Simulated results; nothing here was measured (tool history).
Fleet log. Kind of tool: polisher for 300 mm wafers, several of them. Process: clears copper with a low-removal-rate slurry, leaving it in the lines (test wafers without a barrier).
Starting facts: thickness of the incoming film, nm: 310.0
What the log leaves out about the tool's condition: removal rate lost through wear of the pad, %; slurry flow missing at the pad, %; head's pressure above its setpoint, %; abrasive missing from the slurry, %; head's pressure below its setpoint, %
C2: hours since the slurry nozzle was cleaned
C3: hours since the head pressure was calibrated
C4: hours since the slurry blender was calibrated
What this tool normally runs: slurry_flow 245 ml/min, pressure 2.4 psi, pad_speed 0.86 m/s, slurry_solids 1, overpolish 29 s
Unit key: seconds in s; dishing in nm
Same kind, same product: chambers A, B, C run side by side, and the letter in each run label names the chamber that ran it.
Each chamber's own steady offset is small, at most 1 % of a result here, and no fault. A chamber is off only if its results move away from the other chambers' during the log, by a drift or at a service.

{"run": "1B", "hour": 4.7, "slurry_flow": 245, "pressure": 2.4, "pad_speed": 0.86, "slurry_solids": 1, "overpolish": 29, "wafers polished on this pad": 1406, "C2": 45.9, "C3": 151.3, "C4": 128.5, "seconds": 125.32, "dishing": 30.169}
{"hour": 6.2, "done": "chamber A: worn pad replaced by a new one"}
{"run": "2C", "hour": 10.5, "slurry_flow": 245, "pressure": 2.4, "pad_speed": 0.86, "slurry_solids": 1, "overpolish": 29, "wafers polished on this pad": 1313, "C2": 324.5, "C3": 521.1, "C4": 166.6, "seconds": 122.42, "dishing": 30.005}
{"hour": 15.9, "done": "chamber C: worn pad replaced by a new one"}
{"run": "3A", "hour": 18.2, "slurry_flow": 245, "pressure": 2.4, "pad_speed": 0.86, "slurry_solids": 1, "overpolish": 29, "wafers polished on this pad": 54, "C2": 272.3, "C3": 374.2, "C4": 95.4, "seconds": 123.81, "dishing": 29.656}
{"hour": 22.9, "done": "chamber B: worn pad replaced by a new one"}
{"hour": 24.6, "done": "chamber A: slurry blender recalibrated"}
{"run": "4A", "hour": 25.4, "slurry_flow": 245, "pressure": 2.4, "pad_speed": 0.86, "slurry_solids": 1, "overpolish": 29, "wafers polished on this pad": 87, "C2": 279.5, "C3": 381.4, "C4": 0.9, "seconds": 123.97, "dishing": 29.548}
{"run": "5C", "hour": 32.3, "slurry_flow": 245, "pressure": 2.4, "pad_speed": 0.86, "slurry_solids": 1, "overpolish": 29, "wafers polished on this pad": 74, "C2": 346.3, "C3": 542.9, "C4": 188.4, "seconds": 126.17, "dishing": 29.398}
{"hour": 37.9, "done": "chamber B: slurry blender recalibrated"}
{"run": "6B", "hour": 40.7, "slurry_flow": 245, "pressure": 2.4, "pad_speed": 0.86, "slurry_solids": 1, "overpolish": 29, "wafers polished on this pad": 81, "C2": 81.9, "C3": 187.3, "C4": 2.8, "seconds": 123.57, "dishing": 29.842}
{"run": "7A", "hour": 45.2, "slurry_flow": 245, "pressure": 2.4, "pad_speed": 0.86, "slurry_solids": 1, "overpolish": 29, "wafers polished on this pad": 178, "C2": 299.3, "C3": 401.2, "C4": 20.7, "seconds": 127.13, "dishing": 29.686}
{"run": "8C", "hour": 49.6, "slurry_flow": 190, "pressure": 2.4, "pad_speed": 0.58, "slurry_solids": 1, "overpolish": 29, "wafers polished on this pad": 153, "C2": 363.6, "C3": 560.2, "C4": 205.7, "seconds": 185.87, "dishing": 24.416}
{"run": "9B", "hour": 53.6, "slurry_flow": 190, "pressure": 2.4, "pad_speed": 0.58, "slurry_solids": 1, "overpolish": 29, "wafers polished on this pad": 140, "C2": 94.8, "C3": 200.2, "C4": 15.7, "seconds": 190.41, "dishing": 23.946}
{"run": "10B", "hour": 61.0, "slurry_flow": 190, "pressure": 2.4, "pad_speed": 0.58, "slurry_solids": 1, "overpolish": 29, "wafers polished on this pad": 173, "C2": 102.2, "C3": 207.6, "C4": 23.1, "seconds": 190.44, "dishing": 24.214}
{"run": "11A", "hour": 67.7, "slurry_flow": 245, "pressure": 2.4, "pad_speed": 0.86, "slurry_solids": 1, "overpolish": 29, "wafers polished on this pad": 280, "C2": 321.8, "C3": 423.7, "C4": 43.2, "seconds": 122.73, "dishing": 30.057}
{"run": "12C", "hour": 75.6, "slurry_flow": 245, "pressure": 2.4, "pad_speed": 0.86, "slurry_solids": 1, "overpolish": 29, "wafers polished on this pad": 272, "C2": 389.6, "C3": 586.2, "C4": 231.7, "seconds": 125.54, "dishing": 29.388}
{"run": "13A", "hour": 83.5, "slurry_flow": 170, "pressure": 2.4, "pad_speed": 0.64, "slurry_solids": 1, "overpolish": 29, "wafers polished on this pad": 352, "C2": 337.6, "C3": 439.5, "C4": 59.0, "seconds": 176.43, "dishing": 25.099}
{"run": "14C", "hour": 88.0, "slurry_flow": 170, "pressure": 2.4, "pad_speed": 0.64, "slurry_solids": 1, "overpolish": 29, "wafers polished on this pad": 329, "C2": 402.0, "C3": 598.6, "C4": 244.1, "seconds": 174.43, "dishing": 25.59}
{"run": "15B", "hour": 93.4, "slurry_flow": 170, "pressure": 2.4, "pad_speed": 0.64, "slurry_solids": 1, "overpolish": 29, "wafers polished on this pad": 321, "C2": 134.6, "C3": 240.0, "C4": 55.5, "seconds": 178.32, "dishing": 24.641}
{"run": "16C", "hour": 99.5, "slurry_flow": 245, "pressure": 2.4, "pad_speed": 0.86, "slurry_solids": 1, "overpolish": 29, "wafers polished on this pad": 381, "C2": 413.5, "C3": 610.1, "C4": 255.6, "seconds": 121.67, "dishing": 30.084}
{"hour": 106.2, "done": "chamber C: slurry nozzle cleaned"}
{"run": "17A", "hour": 107.5, "slurry_flow": 245, "pressure": 2.4, "pad_speed": 0.86, "slurry_solids": 1, "overpolish": 29, "wafers polished on this pad": 462, "C2": 361.6, "C3": 463.5, "C4": 83.0, "seconds": 121.82, "dishing": 30.31}
{"run": "18B", "hour": 111.6, "slurry_flow": 245, "pressure": 2.4, "pad_speed": 0.86, "slurry_solids": 1, "overpolish": 29, "wafers polished on this pad": 404, "C2": 152.8, "C3": 258.2, "C4": 73.7, "seconds": 126.38, "dishing": 29.759}
{"run": "19A", "hour": 120.4, "slurry_flow": 300, "pressure": 2.4, "pad_speed": 0.86, "slurry_solids": 1, "overpolish": 24, "wafers polished on this pad": 521, "C2": 374.5, "C3": 476.4, "C4": 95.9, "seconds": 120.93, "dishing": 27.397}
{"run": "20B", "hour": 126.0, "slurry_flow": 300, "pressure": 2.4, "pad_speed": 0.86, "slurry_solids": 1, "overpolish": 24, "wafers polished on this pad": 470, "C2": 167.2, "C3": 272.6, "C4": 88.1, "seconds": 123.48, "dishing": 26.995}
{"hour": 128.3, "done": "chamber A: slurry blender recalibrated"}
{"run": "21C", "hour": 134.7, "slurry_flow": 300, "pressure": 2.4, "pad_speed": 0.86, "slurry_solids": 1, "overpolish": 24, "wafers polished on this pad": 542, "C2": 28.5, "C3": 645.3, "C4": 290.8, "seconds": 120.38, "dishing": 27.795}
{"run": "22B", "hour": 140.8, "slurry_flow": 245, "pressure": 2.4, "pad_speed": 0.86, "slurry_solids": 1, "overpolish": 29, "wafers polished on this pad": 537, "C2": 182.0, "C3": 287.4, "C4": 102.9, "seconds": 126.47, "dishing": 29.74}
{"hour": 144.6, "done": "chamber B: head pressure recalibrated"}
{"hour": 147.2, "done": "chamber A: slurry nozzle cleaned"}
{"run": "23C", "hour": 148.4, "slurry_flow": 245, "pressure": 2.4, "pad_speed": 0.86, "slurry_solids": 1, "overpolish": 29, "wafers polished on this pad": 604, "C2": 42.2, "C3": 659.0, "C4": 304.5, "seconds": 123.16, "dishing": 29.31}
{"hour": 155.0, "done": "chamber C: slurry blender recalibrated"}
{"run": "24A", "hour": 157.4, "slurry_flow": 245, "pressure": 2.4, "pad_speed": 1.1, "slurry_solids": 1, "overpolish": 29, "wafers polished on this pad": 689, "C2": 10.2, "C3": 513.4, "C4": 29.2, "seconds": 97.809, "dishing": 32.532}
{"hour": 158.0, "done": "chamber A: worn pad replaced by a new one"}
{"run": "25C", "hour": 162.2, "slurry_flow": 245, "pressure": 2.4, "pad_speed": 1.1, "slurry_solids": 1, "overpolish": 29, "wafers polished on this pad": 667, "C2": 56.0, "C3": 672.8, "C4": 7.3, "seconds": 97.408, "dishing": 32.945}
{"run": "26B", "hour": 170.0, "slurry_flow": 245, "pressure": 2.4, "pad_speed": 1.1, "slurry_solids": 1, "overpolish": 29, "wafers polished on this pad": 671, "C2": 211.2, "C3": 25.5, "C4": 132.1, "seconds": 108.65, "dishing": 31.655}
{"run": "27A", "hour": 178.2, "slurry_flow": 245, "pressure": 2.4, "pad_speed": 0.86, "slurry_solids": 1, "overpolish": 29, "wafers polished on this pad": 92, "C2": 31.0, "C3": 534.2, "C4": 50.0, "seconds": 121.13, "dishing": 29.808}
{"run": "28C", "hour": 184.4, "slurry_flow": 245, "pressure": 2.4, "pad_speed": 0.86, "slurry_solids": 1, "overpolish": 29, "wafers polished on this pad": 768, "C2": 78.2, "C3": 695.0, "C4": 29.5, "seconds": 123.95, "dishing": 29.924}
{"run": "29A", "hour": 191.1, "slurry_flow": 245, "pressure": 2.4, "pad_speed": 0.86, "slurry_solids": 1, "overpolish": 29, "wafers polished on this pad": 151, "C2": 43.9, "C3": 547.1, "C4": 62.9, "seconds": 122.43, "dishing": 29.701}
{"hour": 197.4, "done": "chamber B: slurry blender recalibrated"}
{"run": "30B", "hour": 198.4, "slurry_flow": 245, "pressure": 2.4, "pad_speed": 0.86, "slurry_solids": 1, "overpolish": 29, "wafers polished on this pad": 800, "C2": 239.6, "C3": 53.9, "C4": 1.1, "seconds": 141.27, "dishing": 28.109}
{"run": "31A", "hour": 205.7, "slurry_flow": 245, "pressure": 2.4, "pad_speed": 0.86, "slurry_solids": 1, "overpolish": 29, "wafers polished on this pad": 217, "C2": 58.5, "C3": 561.7, "C4": 77.5, "seconds": 122.76, "dishing": 30.355}
{"run": "32B", "hour": 214.1, "slurry_flow": 245, "pressure": 2.4, "pad_speed": 0.86, "slurry_solids": 1, "overpolish": 29, "wafers polished on this pad": 872, "C2": 255.3, "C3": 69.6, "C4": 16.8, "seconds": 139.59, "dishing": 28.51}
{"run": "33C", "hour": 222.4, "slurry_flow": 245, "pressure": 2.4, "pad_speed": 0.86, "slurry_solids": 1, "overpolish": 29, "wafers polished on this pad": 942, "C2": 116.2, "C3": 733.0, "C4": 67.5, "seconds": 123.0, "dishing": 29.832}
{"run": "34B", "hour": 229.8, "slurry_flow": 245, "pressure": 2.4, "pad_speed": 0.86, "slurry_solids": 1, "overpolish": 29, "wafers polished on this pad": 944, "C2": 271.0, "C3": 85.3, "C4": 32.5, "seconds": 141.57, "dishing": 28.058}
{"run": "35C", "hour": 236.2, "slurry_flow": 245, "pressure": 2.4, "pad_speed": 0.86, "slurry_solids": 1, "overpolish": 29, "wafers polished on this pad": 1005, "C2": 130.0, "C3": 746.8, "C4": 81.3, "seconds": 122.79, "dishing": 30.145}
{"run": "36A", "hour": 245.1, "slurry_flow": 245, "pressure": 2.4, "pad_speed": 0.86, "slurry_solids": 1, "overpolish": 29, "wafers polished on this pad": 397, "C2": 97.9, "C3": 601.1, "C4": 116.9, "seconds": 124.93, "dishing": 29.867}
{"hour": 249.6, "done": "chamber A: slurry blender recalibrated"}
{"run": "37A", "hour": 251.7, "slurry_flow": 245, "pressure": 2.4, "pad_speed": 0.86, "slurry_solids": 1, "overpolish": 29, "wafers polished on this pad": 427, "C2": 104.5, "C3": 607.7, "C4": 2.2, "seconds": 126.2, "dishing": 29.988}
{"run": "38B", "hour": 258.9, "slurry_flow": 245, "pressure": 2.4, "pad_speed": 0.86, "slurry_solids": 1, "overpolish": 29, "wafers polished on this pad": 1076, "C2": 300.1, "C3": 114.4, "C4": 61.6, "seconds": 140.08, "dishing": 28.292}
{"run": "39C", "hour": 263.8, "slurry_flow": 245, "pressure": 2.4, "pad_speed": 0.86, "slurry_solids": 1, "overpolish": 29, "wafers polished on this pad": 1131, "C2": 157.6, "C3": 774.4, "C4": 108.9, "seconds": 121.59, "dishing": 29.822}
{"run": "40C", "hour": 269.2, "slurry_flow": 245, "pressure": 2.4, "pad_speed": 0.86, "slurry_solids": 1, "overpolish": 29, "wafers polished on this pad": 1155, "C2": 163.0, "C3": 779.8, "C4": 114.3, "seconds": 123.7, "dishing": 30.091}

What goes on in this fleet: one chamber off, a drifting gauge, or nothing beyond the chambers' own small offsets? Name the chamber and the cause, if any.

The work done on chamber B during a service left it standing apart from the others.
Most likely cause: head's pressure below its setpoint, % = 10.1.

Here are 4 candidates for chamber B's next run, each the usual settings with a change, their results left as question marks. Which one brings its results back in line with what the others give on the usual settings?
In line here means within this much of the mean the other chambers give on the usual settings: seconds 4.500 s; dishing 1.200 nm
{"run": "41B-1", "hour": 275.7, "slurry_flow": 245, "pressure": 2.3, "pad_speed": 0.8, "slurry_solids": 1, "overpolish": 29, "seconds": "?", "dishing": "?"}
{"run": "41B-2", "hour": 275.7, "slurry_flow": 250, "pressure": 2.6, "pad_speed": 0.96, "slurry_solids": 1, "overpolish": 30, "seconds": "?", "dishing": "?"}
{"run": "41B-3", "hour": 275.7, "slurry_flow": 240, "pressure": 2.2, "pad_speed": 0.78, "slurry_solids": 1, "overpolish": 29, "seconds": "?", "dishing": "?"}
{"run": "41B-4", "hour": 275.7, "slurry_flow": 245, "pressure": 2.5, "pad_speed": 0.92, "slurry_solids": 1, "overpolish": 29, "seconds": "?", "dishing": "?"}

On the usual settings, the other chambers give on average: seconds 123.580 s; dishing 30.014 nm
run=41B-1 seconds=155.400 dishing=26.642
run=41B-2 seconds=114.380 dishing=31.378
run=41B-3 seconds=166.920 dishing=25.571
run=41B-4 seconds=124.360 dishing=29.803
The right change is 41B-4: it brings the chamber back within the allowed miss of the others.
